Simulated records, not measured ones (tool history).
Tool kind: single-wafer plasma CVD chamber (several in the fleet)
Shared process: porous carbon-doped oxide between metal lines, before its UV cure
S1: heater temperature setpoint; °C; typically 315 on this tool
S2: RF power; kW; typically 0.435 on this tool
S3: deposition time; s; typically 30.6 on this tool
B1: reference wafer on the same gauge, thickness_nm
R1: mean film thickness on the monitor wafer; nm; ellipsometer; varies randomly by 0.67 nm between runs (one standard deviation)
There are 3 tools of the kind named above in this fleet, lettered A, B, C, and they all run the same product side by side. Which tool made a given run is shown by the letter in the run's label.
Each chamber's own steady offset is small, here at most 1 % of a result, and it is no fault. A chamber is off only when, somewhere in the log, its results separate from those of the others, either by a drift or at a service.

{"run": "1C", "hour": 11.9, "S1": 315, "S2": 0.435, "S3": 30.6, "B1": 162.15, "R1": 138.54}
{"run": "2A", "hour": 19.0, "S1": 315, "S2": 0.435, "S3": 30.6, "B1": 162.25, "R1": 136.01}
{"run": "3B", "hour": 32.8, "S1": 315, "S2": 0.435, "S3": 30.6, "B1": 161.92, "R1": 136.42}
{"run": "4B", "hour": 44.1, "S1": 315, "S2": 0.435, "S3": 30.6, "B1": 162, "R1": 137.45}
{"run": "5A", "hour": 56.2, "S1": 315, "S2": 0.435, "S3": 30.6, "B1": 162.06, "R1": 137.52}
{"run": "6C", "hour": 71.9, "S1": 315, "S2": 0.435, "S3": 30.6, "B1": 161.99, "R1": 137.2}
{"run": "7B", "hour": 82.4, "S1": 315, "S2": 0.435, "S3": 30.6, "B1": 161.99, "R1": 137.11}
{"run": "8C", "hour": 95.2, "S1": 315, "S2": 0.435, "S3": 30.6, "B1": 162.08, "R1": 138.24}
{"run": "9A", "hour": 109.5, "S1": 315, "S2": 0.435, "S3": 30.6, "B1": 162.05, "R1": 136.34}
{"run": "10C", "hour": 122.8, "S1": 315, "S2": 0.435, "S3": 30.6, "B1": 161.87, "R1": 137.49}
{"run": "11A", "hour": 137.6, "S1": 315, "S2": 0.435, "S3": 30.6, "B1": 162.09, "R1": 136.83}
{"run": "12B", "hour": 147.6, "S1": 315, "S2": 0.435, "S3": 30.6, "B1": 162.18, "R1": 137.51}
{"run": "13B", "hour": 159.1, "S1": 315, "S2": 0.435, "S3": 30.6, "B1": 162.17, "R1": 136.65}
{"run": "14A", "hour": 169.0, "S1": 315, "S2": 0.435, "S3": 30.6, "B1": 161.82, "R1": 136.05}
{"run": "15C", "hour": 183.6, "S1": 315, "S2": 0.435, "S3": 28.4, "B1": 161.99, "R1": 128.21}
{"run": "16A", "hour": 192.4, "S1": 315, "S2": 0.435, "S3": 28.4, "B1": 162.01, "R1": 127.36}
{"run": "17C", "hour": 206.6, "S1": 315, "S2": 0.435, "S3": 28.4, "B1": 162, "R1": 128.5}
{"run": "18B", "hour": 220.8, "S1": 315, "S2": 0.435, "S3": 30.6, "B1": 162.18, "R1": 135.94}
{"hour": 223.6, "done": "chamber C: thermocouple changed; heater temperature recalibrated"}
{"run": "19C", "hour": 233.5, "S1": 315, "S2": 0.435, "S3": 30.6, "B1": 162.12, "R1": 137.64}
{"run": "20A", "hour": 246.5, "S1": 315, "S2": 0.49, "S3": 35, "B1": 161.95, "R1": 169.21}
{"run": "21B", "hour": 258.2, "S1": 315, "S2": 0.49, "S3": 35, "B1": 162.07, "R1": 169.69}
{"run": "22B", "hour": 268.4, "S1": 315, "S2": 0.49, "S3": 35, "B1": 161.87, "R1": 169.63}
{"run": "23A", "hour": 280.0, "S1": 315, "S2": 0.435, "S3": 30.6, "B1": 162.13, "R1": 136.71}
{"run": "24C", "hour": 286.9, "S1": 315, "S2": 0.435, "S3": 30.6, "B1": 161.85, "R1": 136.67}
{"run": "25C", "hour": 296.6, "S1": 315, "S2": 0.435, "S3": 30.6, "B1": 162.24, "R1": 138.24}
{"run": "26B", "hour": 310.8, "S1": 315, "S2": 0.435, "S3": 30.6, "B1": 161.86, "R1": 136.73}
{"run": "27A", "hour": 325.4, "S1": 303, "S2": 0.475, "S3": 30.6, "B1": 162.14, "R1": 154.19}
{"run": "28A", "hour": 341.1, "S1": 303, "S2": 0.475, "S3": 30.6, "B1": 161.88, "R1": 155.13}
{"run": "29B", "hour": 355.8, "S1": 303, "S2": 0.475, "S3": 30.6, "B1": 161.99, "R1": 156.63}
{"run": "30C", "hour": 367.4, "S1": 315, "S2": 0.435, "S3": 30.6, "B1": 162.09, "R1": 138.26}

Does one chamber stand apart from the rest, does the shared gauge drift, or is all well apart from small per-chamber offsets? Give the chamber and the most likely cause, where there is one.

The fleet is healthy, with each chamber sitting at its usual small offset and no drift in the gauge.
